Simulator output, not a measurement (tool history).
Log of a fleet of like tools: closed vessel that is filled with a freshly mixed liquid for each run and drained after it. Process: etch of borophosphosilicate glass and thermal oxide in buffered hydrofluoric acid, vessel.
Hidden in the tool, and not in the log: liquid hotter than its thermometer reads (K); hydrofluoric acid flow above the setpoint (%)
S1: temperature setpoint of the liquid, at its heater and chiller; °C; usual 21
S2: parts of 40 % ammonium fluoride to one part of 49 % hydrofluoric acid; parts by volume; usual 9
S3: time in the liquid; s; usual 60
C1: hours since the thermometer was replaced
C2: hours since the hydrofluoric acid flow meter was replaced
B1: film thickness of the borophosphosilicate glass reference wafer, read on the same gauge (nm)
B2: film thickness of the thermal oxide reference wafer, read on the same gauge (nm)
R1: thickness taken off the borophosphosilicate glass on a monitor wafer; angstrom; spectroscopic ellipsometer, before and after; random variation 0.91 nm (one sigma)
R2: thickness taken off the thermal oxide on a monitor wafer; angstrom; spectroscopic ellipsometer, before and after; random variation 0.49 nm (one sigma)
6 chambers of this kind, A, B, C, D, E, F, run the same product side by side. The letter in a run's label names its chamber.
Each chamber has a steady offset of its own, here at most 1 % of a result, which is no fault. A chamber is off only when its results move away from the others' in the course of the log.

run,hour,S1,S2,S3,C1,C2,B1,B2,R1,R2
1C,5.8,21,9,60,1156.6,1840.6,50.018,79.981,978,610.11
2E,10.5,21,9,60,426.1,774.3,49.977,80.029,1002.9,620.9
3D,14.7,21,9,60,658.9,757.8,50.015,80.001,1015.2,616.37
4A,18.1,21,9,60,201,1263.3,49.994,80.003,1012.1,600.13
5F,21.5,21,9,60,924.1,1397.1,49.99,79.994,991.22,597.32
6B,27.9,21,9,60,1332.7,1548,49.988,79.99,1012.8,611.41
7C,31.8,21,9,60,1182.6,1866.6,50,79.986,999.51,614.67
8D,35.6,19.5,9,30,679.8,778.7,49.988,80.012,458.11,287.9
9B,38.8,19.5,9,30,1343.6,1558.9,49.987,79.975,461.62,284.12
# hour 41.9: chamber F: hydrofluoric acid flow meter replaced
10F,43.2,19.5,9,30,945.8,1.4,50.007,80.03,460.41,278.09
11E,48.7,19.5,9,30,464.3,812.5,49.972,80.022,462.03,285.36
12A,54,19.5,9,30,236.9,1299.2,49.98,79.985,458.33,283.28
13A,60.5,19.5,9,30,243.4,1305.7,50.015,79.988,458.34,281.02
14B,64.6,21,9,60,1369.4,1584.7,49.987,79.993,1006.5,618.73
15F,70.4,21,12,45,973,28.6,49.999,80.051,588.85,355.19
16D,76.3,21,12,45,720.5,819.4,49.99,80.023,593.21,361.06
17E,80.2,21,12,45,495.8,844,50.001,79.963,592.32,364.31
18C,85.8,21,12,45,1236.6,1920.6,50.002,80.019,579.64,354.95
19A,90,21,12,45,272.9,1335.2,49.995,80.012,583.22,363.38
20C,96,21,12,45,1246.8,1930.8,50.009,79.975,579.12,355.67
21E,99.4,21,9,60,515,863.2,50.005,80.028,998.12,622.03
22F,102.6,21,9,60,1005.2,60.8,50.007,80.012,999.89,611.02
23B,108,21,9,60,1412.8,1628.1,50.013,79.971,999.82,621.26
24D,111.3,21,9,60,755.5,854.4,50,80.001,1006.2,610.05
25A,117.1,21,9,60,300,1362.3,50.006,80,998.79,609.99
26F,122.8,21,9,60,1025.4,81,49.991,79.958,1014.5,607.07
27E,126.8,21,9,60,542.4,890.6,49.995,80.018,1019,610.48
28C,130.9,17,12,60,1281.7,1965.7,50.015,80.022,624.11,375.04
29D,135.9,17,12,60,780.1,879,49.988,80.037,625.29,380.77
30B,140.1,17,12,60,1444.9,1660.2,50.003,80.015,630.66,383.16
31C,143.8,17,12,60,1294.6,1978.6,49.989,80.015,619.76,379.77
32D,147.2,17,12,60,791.4,890.3,49.998,79.972,636.78,384.21
33F,152.6,17,12,60,1055.2,110.8,49.986,79.98,643.43,377.89
34A,159.3,21,9,60,342.2,1404.5,49.996,80.016,1009.5,617.05
35B,164.8,21,9,60,1469.6,1684.9,49.993,80.017,992.18,620.66
36E,170.9,21,9,60,586.5,934.7,49.978,79.989,1012.5,625.72
37C,174.2,21,9,60,1325,2009,50.007,80.023,983.43,602.09
38A,178.1,21,9,60,361,1423.3,49.996,79.957,1003.3,604.65
39D,183,21,9,60,827.2,926.1,49.996,80.015,1013.8,614.92
40E,186.3,21,9,60,601.9,950.1,50.014,80.02,987.37,624.31
41B,192.7,21,9,60,1497.5,1712.8,50.013,80,986.38,613.02
42F,196.4,21,9,60,1099,154.6,50.01,79.992,1005.9,600.37
43D,200,21,9,60,844.2,943.1,49.999,79.983,1009,615.55

What goes on in this fleet: one chamber off, a drifting gauge, or nothing beyond the chambers' own small offsets? Name the chamber and the cause, if any.

No chamber stands off beyond its own small offset, and the gauge holds steady.
